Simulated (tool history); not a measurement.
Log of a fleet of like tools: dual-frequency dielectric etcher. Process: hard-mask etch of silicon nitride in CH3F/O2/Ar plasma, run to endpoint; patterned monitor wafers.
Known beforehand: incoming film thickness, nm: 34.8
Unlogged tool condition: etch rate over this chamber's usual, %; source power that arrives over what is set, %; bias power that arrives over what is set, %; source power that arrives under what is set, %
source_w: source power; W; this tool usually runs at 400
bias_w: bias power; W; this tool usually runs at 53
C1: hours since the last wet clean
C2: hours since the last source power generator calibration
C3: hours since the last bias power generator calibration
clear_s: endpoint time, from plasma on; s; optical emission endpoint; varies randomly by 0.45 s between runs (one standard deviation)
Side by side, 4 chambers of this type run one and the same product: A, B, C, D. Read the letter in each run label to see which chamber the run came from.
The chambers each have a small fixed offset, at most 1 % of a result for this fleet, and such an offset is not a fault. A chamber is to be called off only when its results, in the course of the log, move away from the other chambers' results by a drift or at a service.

run 1B hour=9.0 | source_w=400 bias_w=53 | C1=164.2 C2=3581.1 C3=1405.1 | clear_s=56.816
run 2D hour=15.6 | source_w=400 bias_w=53 | C1=201.1 C2=3171.5 C3=2154.6 | clear_s=55.605
run 3C hour=24.5 | source_w=400 bias_w=53 | C1=167.9 C2=684.2 C3=2848.5 | clear_s=55.960
run 4A hour=33.5 | source_w=400 bias_w=53 | C1=380.6 C2=427.8 C3=2853.6 | clear_s=55.195
run 5D hour=41.0 | source_w=400 bias_w=53 | C1=226.5 C2=3196.9 C3=2180.0 | clear_s=55.837
run 6A hour=45.5 | source_w=400 bias_w=53 | C1=392.6 C2=439.8 C3=2865.6 | clear_s=55.982
run 7C hour=50.9 | source_w=400 bias_w=53 | C1=194.3 C2=710.6 C3=2874.9 | clear_s=56.130
run 8B hour=57.3 | source_w=400 bias_w=53 | C1=212.5 C2=3629.4 C3=1453.4 | clear_s=56.119
run 9A hour=65.4 | source_w=360 bias_w=48 | C1=412.5 C2=459.7 C3=2885.5 | clear_s=58.808
run 10B hour=75.2 | source_w=360 bias_w=48 | C1=230.4 C2=3647.3 C3=1471.3 | clear_s=60.105
run 11D hour=81.1 | source_w=360 bias_w=48 | C1=266.6 C2=3237.0 C3=2220.1 | clear_s=59.881
run 12C hour=86.0 | source_w=360 bias_w=48 | C1=229.4 C2=745.7 C3=2910.0 | clear_s=60.698
run 13C hour=96.1 | source_w=400 bias_w=53 | C1=239.5 C2=755.8 C3=2920.1 | clear_s=56.215
run 14B hour=102.6 | source_w=400 bias_w=53 | C1=257.8 C2=3674.7 C3=1498.7 | clear_s=56.956
run 15A hour=112.6 | source_w=400 bias_w=53 | C1=459.7 C2=506.9 C3=2932.7 | clear_s=55.673
run 16D hour=118.3 | source_w=400 bias_w=53 | C1=303.8 C2=3274.2 C3=2257.3 | clear_s=55.417
-- hour=122.7 chamber C: bias power generator calibrated
run 17C hour=125.6 | source_w=400 bias_w=53 | C1=269.0 C2=785.3 C3=2.9 | clear_s=55.806
run 18B hour=130.8 | source_w=400 bias_w=53 | C1=286.0 C2=3702.9 C3=1526.9 | clear_s=56.627
run 19D hour=137.1 | source_w=400 bias_w=53 | C1=322.6 C2=3293.0 C3=2276.1 | clear_s=56.242
run 20A hour=146.7 | source_w=400 bias_w=53 | C1=493.8 C2=541.0 C3=2966.8 | clear_s=55.342
-- hour=146.9 chamber A: wet clean of the chamber
-- hour=152.3 chamber D: wet clean of the chamber
run 21A hour=155.9 | source_w=400 bias_w=53 | C1=9.1 C2=550.2 C3=2976.0 | clear_s=54.923
run 22D hour=164.2 | source_w=470 bias_w=62 | C1=11.9 C2=3320.1 C3=2303.2 | clear_s=49.435
run 23C hour=174.1 | source_w=470 bias_w=62 | C1=317.5 C2=833.8 C3=51.4 | clear_s=50.688
run 24B hour=182.9 | source_w=470 bias_w=62 | C1=338.1 C2=3755.0 C3=1579.0 | clear_s=49.773
run 25B hour=192.9 | source_w=470 bias_w=62 | C1=348.1 C2=3765.0 C3=1589.0 | clear_s=50.362
run 26C hour=198.8 | source_w=400 bias_w=53 | C1=342.2 C2=858.5 C3=76.1 | clear_s=55.624
run 27A hour=207.2 | source_w=400 bias_w=53 | C1=60.4 C2=601.5 C3=3027.3 | clear_s=55.458
run 28D hour=212.1 | source_w=400 bias_w=53 | C1=59.8 C2=3368.0 C3=2351.1 | clear_s=55.372
run 29A hour=222.1 | source_w=440 bias_w=46 | C1=75.3 C2=616.4 C3=3042.2 | clear_s=55.832
run 30B hour=228.2 | source_w=440 bias_w=46 | C1=383.4 C2=3800.3 C3=1624.3 | clear_s=56.234
run 31D hour=234.5 | source_w=440 bias_w=46 | C1=82.2 C2=3390.4 C3=2373.5 | clear_s=56.972
run 32C hour=240.0 | source_w=440 bias_w=46 | C1=383.4 C2=899.7 C3=117.3 | clear_s=56.707
run 33C hour=248.6 | source_w=400 bias_w=53 | C1=392.0 C2=908.3 C3=125.9 | clear_s=55.945
run 34B hour=257.5 | source_w=400 bias_w=53 | C1=412.7 C2=3829.6 C3=1653.6 | clear_s=55.511
run 35A hour=266.7 | source_w=400 bias_w=53 | C1=119.9 C2=661.0 C3=3086.8 | clear_s=55.202
run 36D hour=273.7 | source_w=310 bias_w=53 | C1=121.4 C2=3429.6 C3=2412.7 | clear_s=63.115
run 37B hour=282.1 | source_w=310 bias_w=53 | C1=437.3 C2=3854.2 C3=1678.2 | clear_s=62.805
run 38A hour=288.7 | source_w=310 bias_w=53 | C1=141.9 C2=683.0 C3=3108.8 | clear_s=61.121
run 39C hour=298.1 | source_w=310 bias_w=53 | C1=441.5 C2=957.8 C3=175.4 | clear_s=62.183
run 40D hour=306.4 | source_w=460 bias_w=53 | C1=154.1 C2=3462.3 C3=2445.4 | clear_s=53.544
run 41B hour=312.5 | source_w=460 bias_w=53 | C1=467.7 C2=3884.6 C3=1708.6 | clear_s=53.230

Is one chamber off against the others, does the gauge drift, or is nothing wrong? If a chamber is off, say which, and what the likeliest cause is.

Beyond each chamber's small constant offset nothing stands out, and the gauge stays steady.

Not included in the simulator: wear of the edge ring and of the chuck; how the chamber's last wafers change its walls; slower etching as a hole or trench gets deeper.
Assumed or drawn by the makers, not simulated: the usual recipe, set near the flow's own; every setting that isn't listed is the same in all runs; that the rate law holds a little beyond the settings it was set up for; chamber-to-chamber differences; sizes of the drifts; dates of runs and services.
